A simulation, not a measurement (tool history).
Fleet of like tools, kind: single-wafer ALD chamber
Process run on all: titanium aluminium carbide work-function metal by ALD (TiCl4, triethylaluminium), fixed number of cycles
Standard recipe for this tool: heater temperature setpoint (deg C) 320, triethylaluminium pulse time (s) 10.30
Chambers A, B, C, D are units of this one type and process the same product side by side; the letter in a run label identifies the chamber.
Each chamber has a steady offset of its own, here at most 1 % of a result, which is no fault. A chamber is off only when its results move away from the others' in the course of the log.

run   hour  heater temperature setpoint (deg C)  triethylaluminium pulse time (s)  hours since the last thermocouple change  hours since the last triethylaluminium bottle change  read-back reference wafer on the same gauge, thickness_nm  mean film thickness on the monitor wafer (nm)
 1B    7.7                                  320                             10.30                                    1551.5                                                 535.2                                                     2.0398                                         2.1849
 2C   16.5                                  320                             10.30                                    1004.0                                                 946.5                                                     2.0394                                         2.1734
 3A   26.5                                  320                             10.30                                     137.6                                                 130.0                                                     2.0404                                         2.1725
 4D   35.7                                  320                             10.30                                     724.9                                                 344.8                                                     2.0395                                         2.1608
 5B   43.4                                  320                             10.30                                    1587.2                                                 570.9                                                     2.0389                                         2.1712
 6C   52.5                                  306                              8.75                                    1040.0                                                 982.5                                                     2.0399                                         2.0174
 7D   59.1                                  306                              8.75                                     748.3                                                 368.2                                                     2.0410                                         1.9925
 8A   68.5                                  306                              8.75                                     179.6                                                 172.0                                                     2.0408                                         2.0043
 9C   76.2                                  306                              8.75                                    1063.7                                                1006.2                                                     2.0403                                         2.0091
10D   82.7                                  320                             10.30                                     771.9                                                 391.8                                                     2.0396                                         2.1657
11A   87.8                                  320                             10.30                                     198.9                                                 191.3                                                     2.0418                                         2.1614
12B   94.2                                  320                             10.30                                    1638.0                                                 621.7                                                     2.0401                                         2.1804
13D  101.8                                  320                             10.30                                     791.0                                                 410.9                                                     2.0416                                         2.1521
14C  107.5                                  320                             10.30                                    1095.0                                                1037.5                                                     2.0407                                         2.1641
15B  112.1                                  320                             10.30                                    1655.9                                                 639.6                                                     2.0396                                         2.1710
16A  118.0                                  320                             10.30                                     229.1                                                 221.5                                                     2.0389                                         2.1752
17D  127.6                                  320                             10.30                                     816.8                                                 436.7                                                     2.0393                                         2.1414
18A  134.1                                  320                             10.30                                     245.2                                                 237.6                                                     2.0416                                         2.1795
19B  140.2                                  315                             10.30                                    1684.0                                                 667.7                                                     2.0407                                         2.1324
20C  148.5                                  315                             10.30                                    1136.0                                                1078.5                                                     2.0406                                         2.1246
     156.2  -- chamber B: triethylaluminium bottle replaced
21A  156.9                                  315                             10.30                                     268.0                                                 260.4                                                     2.0389                                         2.1301
22B  164.8                                  315                             10.30                                    1708.6                                                   8.6                                                     2.0394                                         2.1387
23D  171.8                                  320                             10.30                                     861.0                                                 480.9                                                     2.0406                                         2.1283
24C  176.8                                  320                             10.30                                    1164.3                                                1106.8                                                     2.0397                                         2.1764
25C  183.2                                  320                             10.30                                    1170.7                                                1113.2                                                     2.0395                                         2.1785
26B  189.2                                  320                             10.30                                    1733.0                                                  33.0                                                     2.0411                                         2.1791

All chambers now run identical settings, listed one chamber a line with results as question marks. What results will each chamber show?
27A  196.4                                  308                             10.30                                                                                                                                                                                                         ?
27B  196.4                                  308                             10.30                                                                                                                                                                                                         ?
27C  196.4                                  308                             10.30                                                                                                                                                                                                         ?
27D  196.4                                  308                             10.30                                                                                                                                                                                                         ?

run  mean film thickness on the monitor wafer (nm)
27A                                         2.0583
27B                                         2.0738
27C                                         2.0815
27D                                         2.0084
